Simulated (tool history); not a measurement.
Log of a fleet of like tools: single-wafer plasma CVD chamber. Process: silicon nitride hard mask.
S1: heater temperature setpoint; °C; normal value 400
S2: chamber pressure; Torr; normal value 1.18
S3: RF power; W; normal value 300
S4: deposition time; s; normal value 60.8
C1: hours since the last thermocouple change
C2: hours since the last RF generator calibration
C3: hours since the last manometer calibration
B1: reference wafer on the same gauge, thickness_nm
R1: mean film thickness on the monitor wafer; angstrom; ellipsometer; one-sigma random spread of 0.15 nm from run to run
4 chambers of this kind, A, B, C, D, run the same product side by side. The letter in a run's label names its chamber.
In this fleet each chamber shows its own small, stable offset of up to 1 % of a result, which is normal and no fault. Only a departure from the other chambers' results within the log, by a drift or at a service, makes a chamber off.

run	hour	S1	S2	S3	S4	C1	C2	C3	B1	R1
1A	10.6	400	1.18	300	60.8	756.2	1262.1	1261.7	51.208	634.20
2B	20.6	400	1.18	300	60.8	88.2	421.9	2046.8	51.213	635.17
3D	31.4	400	1.18	300	60.8	1225.5	673.1	327.4	51.199	636.61
4C	43.2	400	1.18	300	60.8	755.2	485.1	401.7	51.205	643.75
5B	55.5	400	1.18	300	60.8	123.1	456.8	2081.7	51.240	635.29
6C	68.1	400	0.91	300	60.8	780.1	510.0	426.6	51.159	585.92
7A	80.0	400	0.91	300	60.8	825.6	1331.5	1331.1	51.194	581.18
8D	92.8	400	0.91	300	60.8	1286.9	734.5	388.8	51.193	581.34
9B	100.3	400	0.91	300	60.8	167.9	501.6	2126.5	51.175	581.04
10A	108.8	400	1.18	300	60.8	854.4	1360.3	1359.9	51.200	634.29
11D	115.3	400	1.18	300	60.8	1309.4	757.0	411.3	51.193	636.47
# hour 123.8: chamber A: capacitance manometer re-zeroed and calibrated
12C	126.9	400	1.18	300	60.8	838.9	568.8	485.4	51.194	642.00
13C	136.0	400	1.18	300	60.8	848.0	577.9	494.5	51.214	643.42
14B	147.9	400	1.18	300	60.8	215.5	549.2	2174.1	51.218	634.30
15A	156.3	400	1.18	300	60.8	901.9	1407.8	32.5	51.176	628.41
16D	164.3	400	1.18	300	60.8	1358.4	806.0	460.3	51.201	636.86
17C	171.6	400	1.18	300	60.8	883.6	613.5	530.1	51.171	643.13
18B	180.5	400	1.18	300	60.8	248.1	581.8	2206.7	51.206	636.47
19A	189.7	400	1.18	300	60.8	935.3	1441.2	65.9	51.217	627.72
20D	195.8	400	1.18	300	60.8	1389.9	837.5	491.8	51.195	633.57
# hour 199.7: chamber B: capacitance manometer re-zeroed and calibrated
21C	203.6	400	1.18	330	60.8	915.6	645.5	562.1	51.202	683.21
22B	215.5	400	1.18	330	60.8	283.1	616.8	15.9	51.188	675.42
23A	226.5	400	1.18	330	60.8	972.1	1478.0	102.7	51.207	667.48
24D	237.0	400	1.18	330	60.8	1431.1	878.7	533.0	51.226	678.34
25A	244.8	400	1.18	300	60.8	990.4	1496.3	121.0	51.193	620.93
26B	254.7	400	1.18	300	60.8	322.3	656.0	55.1	51.198	637.37
27D	263.3	400	1.18	300	60.8	1457.4	905.0	559.3	51.229	638.08
28C	272.7	400	1.18	300	60.8	984.7	714.6	631.2	51.222	639.37
29C	278.5	400	1.18	300	60.8	990.5	720.4	637.0	51.193	641.15
30A	285.0	400	1.18	300	60.8	1030.6	1536.5	161.2	51.241	620.81
31B	296.3	400	1.18	300	60.8	363.9	697.6	96.7	51.230	637.47
32D	306.6	400	1.18	300	60.8	1500.7	948.3	602.6	51.202	635.77
33D	312.5	400	1.18	300	60.8	1506.6	954.2	608.5	51.216	637.03
34C	322.8	400	1.37	260	60.8	1034.8	764.7	681.3	51.203	610.41
35A	328.8	400	1.37	260	60.8	1074.4	1580.3	205.0	51.157	582.17
36B	336.4	400	1.37	260	60.8	404.0	737.7	136.8	51.180	604.99
37C	344.3	400	1.37	260	60.8	1056.3	786.2	702.8	51.202	610.30
38B	352.4	400	1.18	300	60.8	420.0	753.7	152.8	51.223	636.83

One chamber off, gauge drift, or nothing amiss beyond the chambers' own small offsets? If it is a chamber, which one, and what is the likeliest cause?

Chamber A drifts away from the others.
Cause: delivered RF power below the setpoint (%) = 4.98.

Which of the 4 candidates below, each the usual settings with something changed and its results left as question marks, puts chamber A back in line with what the other chambers give on the usual settings?
In-line tolerance around the mean of the other chambers on the usual settings: R1 5.40 angstrom
39A-1	361.9	400	1.17	295	59.4					?
39A-2	361.9	400	1.33	300	60.8					?
39A-3	361.9	400	1.20	305	60.8					?
39A-4	361.9	400	1.16	295	60.8					?

What the other chambers average on the usual settings: R1 638.30 angstrom
run	R1
39A-1	591.07
39A-2	636.76
39A-3	623.99
39A-4	603.38
39A-2 puts the chamber back in line with the other chambers.
